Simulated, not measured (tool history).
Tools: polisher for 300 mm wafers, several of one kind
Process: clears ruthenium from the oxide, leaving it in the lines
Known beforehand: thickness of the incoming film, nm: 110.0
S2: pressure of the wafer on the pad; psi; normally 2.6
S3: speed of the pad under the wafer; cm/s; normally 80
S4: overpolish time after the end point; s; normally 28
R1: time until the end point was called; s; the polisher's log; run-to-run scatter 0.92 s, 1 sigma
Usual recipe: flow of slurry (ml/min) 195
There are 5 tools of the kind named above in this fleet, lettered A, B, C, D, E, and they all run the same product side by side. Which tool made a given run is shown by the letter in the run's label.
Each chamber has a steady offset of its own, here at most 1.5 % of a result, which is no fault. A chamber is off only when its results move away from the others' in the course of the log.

{"hour": 0.3, "done": "chamber C: worn pad replaced by a new one"}
{"run": "1A", "hour": 5.8, "flow of slurry (ml/min)": 195, "S2": 2.6, "S3": 80, "S4": 28, "R1": 96.247}
{"hour": 6.9, "done": "chamber A: worn pad replaced by a new one"}
{"run": "2E", "hour": 12.1, "flow of slurry (ml/min)": 195, "S2": 2.6, "S3": 80, "S4": 28, "R1": 94.639}
{"run": "3B", "hour": 17.2, "flow of slurry (ml/min)": 195, "S2": 2.6, "S3": 80, "S4": 28, "R1": 95.48}
{"run": "4D", "hour": 21.0, "flow of slurry (ml/min)": 195, "S2": 2.6, "S3": 80, "S4": 28, "R1": 93.975}
{"run": "5C", "hour": 25.2, "flow of slurry (ml/min)": 195, "S2": 2.6, "S3": 80, "S4": 28, "R1": 94.316}
{"run": "6C", "hour": 28.2, "flow of slurry (ml/min)": 195, "S2": 2.6, "S3": 80, "S4": 28, "R1": 93.664}
{"hour": 32.9, "done": "chamber B: worn pad replaced by a new one"}
{"run": "7B", "hour": 34.3, "flow of slurry (ml/min)": 195, "S2": 2.6, "S3": 80, "S4": 28, "R1": 94.519}
{"hour": 37.0, "done": "chamber B: slurry nozzle cleaned"}
{"run": "8D", "hour": 38.6, "flow of slurry (ml/min)": 195, "S2": 2.6, "S3": 80, "S4": 28, "R1": 94.735}
{"run": "9E", "hour": 44.8, "flow of slurry (ml/min)": 195, "S2": 2.6, "S3": 80, "S4": 28, "R1": 96.583}
{"run": "10A", "hour": 49.0, "flow of slurry (ml/min)": 195, "S2": 2.6, "S3": 80, "S4": 28, "R1": 94.295}
{"run": "11C", "hour": 53.4, "flow of slurry (ml/min)": 195, "S2": 2.6, "S3": 80, "S4": 28, "R1": 94.181}
{"run": "12E", "hour": 56.9, "flow of slurry (ml/min)": 195, "S2": 2.6, "S3": 80, "S4": 28, "R1": 96.191}
{"hour": 57.3, "done": "chamber E: worn pad replaced by a new one"}
{"hour": 57.7, "done": "chamber D: worn pad replaced by a new one"}
{"run": "13B", "hour": 60.4, "flow of slurry (ml/min)": 195, "S2": 2.6, "S3": 80, "S4": 28, "R1": 95.945}
{"hour": 65.7, "done": "chamber C: slurry nozzle cleaned"}
{"run": "14A", "hour": 65.8, "flow of slurry (ml/min)": 195, "S2": 2.6, "S3": 80, "S4": 28, "R1": 96.197}
{"hour": 68.5, "done": "chamber A: worn pad replaced by a new one"}
{"run": "15D", "hour": 69.8, "flow of slurry (ml/min)": 195, "S2": 2.6, "S3": 80, "S4": 28, "R1": 93.895}
{"run": "16B", "hour": 73.1, "flow of slurry (ml/min)": 195, "S2": 2.6, "S3": 80, "S4": 28, "R1": 94.286}
{"run": "17E", "hour": 77.3, "flow of slurry (ml/min)": 195, "S2": 2.6, "S3": 80, "S4": 28, "R1": 96.767}
{"run": "18A", "hour": 80.4, "flow of slurry (ml/min)": 195, "S2": 2.6, "S3": 80, "S4": 28, "R1": 93.321}
{"run": "19C", "hour": 84.7, "flow of slurry (ml/min)": 195, "S2": 2.6, "S3": 80, "S4": 28, "R1": 90.731}
{"hour": 84.9, "done": "chamber E: head pressure recalibrated"}
{"run": "20D", "hour": 88.1, "flow of slurry (ml/min)": 195, "S2": 2.6, "S3": 80, "S4": 28, "R1": 95.285}
{"run": "21D", "hour": 94.4, "flow of slurry (ml/min)": 250, "S2": 2.6, "S3": 80, "S4": 28, "R1": 92.595}
{"run": "22C", "hour": 100.3, "flow of slurry (ml/min)": 250, "S2": 2.6, "S3": 80, "S4": 28, "R1": 90.271}
{"run": "23A", "hour": 106.7, "flow of slurry (ml/min)": 250, "S2": 2.6, "S3": 80, "S4": 28, "R1": 92.429}
{"run": "24E", "hour": 113.0, "flow of slurry (ml/min)": 250, "S2": 2.6, "S3": 80, "S4": 28, "R1": 104.14}
{"run": "25B", "hour": 115.9, "flow of slurry (ml/min)": 250, "S2": 2.6, "S3": 80, "S4": 28, "R1": 91.78}
{"run": "26B", "hour": 121.7, "flow of slurry (ml/min)": 195, "S2": 2.6, "S3": 80, "S4": 28, "R1": 94.676}
{"run": "27E", "hour": 125.2, "flow of slurry (ml/min)": 195, "S2": 2.6, "S3": 80, "S4": 28, "R1": 106.09}
{"run": "28D", "hour": 131.1, "flow of slurry (ml/min)": 195, "S2": 2.6, "S3": 80, "S4": 28, "R1": 96.591}
{"run": "29C", "hour": 134.4, "flow of slurry (ml/min)": 195, "S2": 2.6, "S3": 80, "S4": 28, "R1": 93.95}
{"hour": 135.1, "done": "chamber A: worn pad replaced by a new one"}
{"run": "30A", "hour": 139.0, "flow of slurry (ml/min)": 250, "S2": 2.2, "S3": 80, "S4": 28, "R1": 109.17}
{"run": "31B", "hour": 142.5, "flow of slurry (ml/min)": 250, "S2": 2.2, "S3": 80, "S4": 28, "R1": 106.76}
{"hour": 143.5, "done": "chamber E: worn pad replaced by a new one"}
{"run": "32A", "hour": 148.0, "flow of slurry (ml/min)": 250, "S2": 2.2, "S3": 80, "S4": 28, "R1": 107.85}
{"run": "33E", "hour": 154.3, "flow of slurry (ml/min)": 250, "S2": 2.2, "S3": 80, "S4": 28, "R1": 121.3}
{"run": "34D", "hour": 157.8, "flow of slurry (ml/min)": 250, "S2": 2.2, "S3": 80, "S4": 28, "R1": 108.96}

Next, all 5 chambers run the settings below, one line each with question marks for the results. What does each chamber give?
{"run": "35A", "hour": 162.8, "flow of slurry (ml/min)": 195, "S2": 2.6, "S3": 80, "S4": 28, "R1": "?"}
{"run": "35B", "hour": 162.8, "flow of slurry (ml/min)": 195, "S2": 2.6, "S3": 80, "S4": 28, "R1": "?"}
{"run": "35C", "hour": 162.8, "flow of slurry (ml/min)": 195, "S2": 2.6, "S3": 80, "S4": 28, "R1": "?"}
{"run": "35D", "hour": 162.8, "flow of slurry (ml/min)": 195, "S2": 2.6, "S3": 80, "S4": 28, "R1": "?"}
{"run": "35E", "hour": 162.8, "flow of slurry (ml/min)": 195, "S2": 2.6, "S3": 80, "S4": 28, "R1": "?"}

run=35A R1=95.160
run=35B R1=94.951
run=35C R1=93.544
run=35D R1=94.471
run=35E R1=104.600
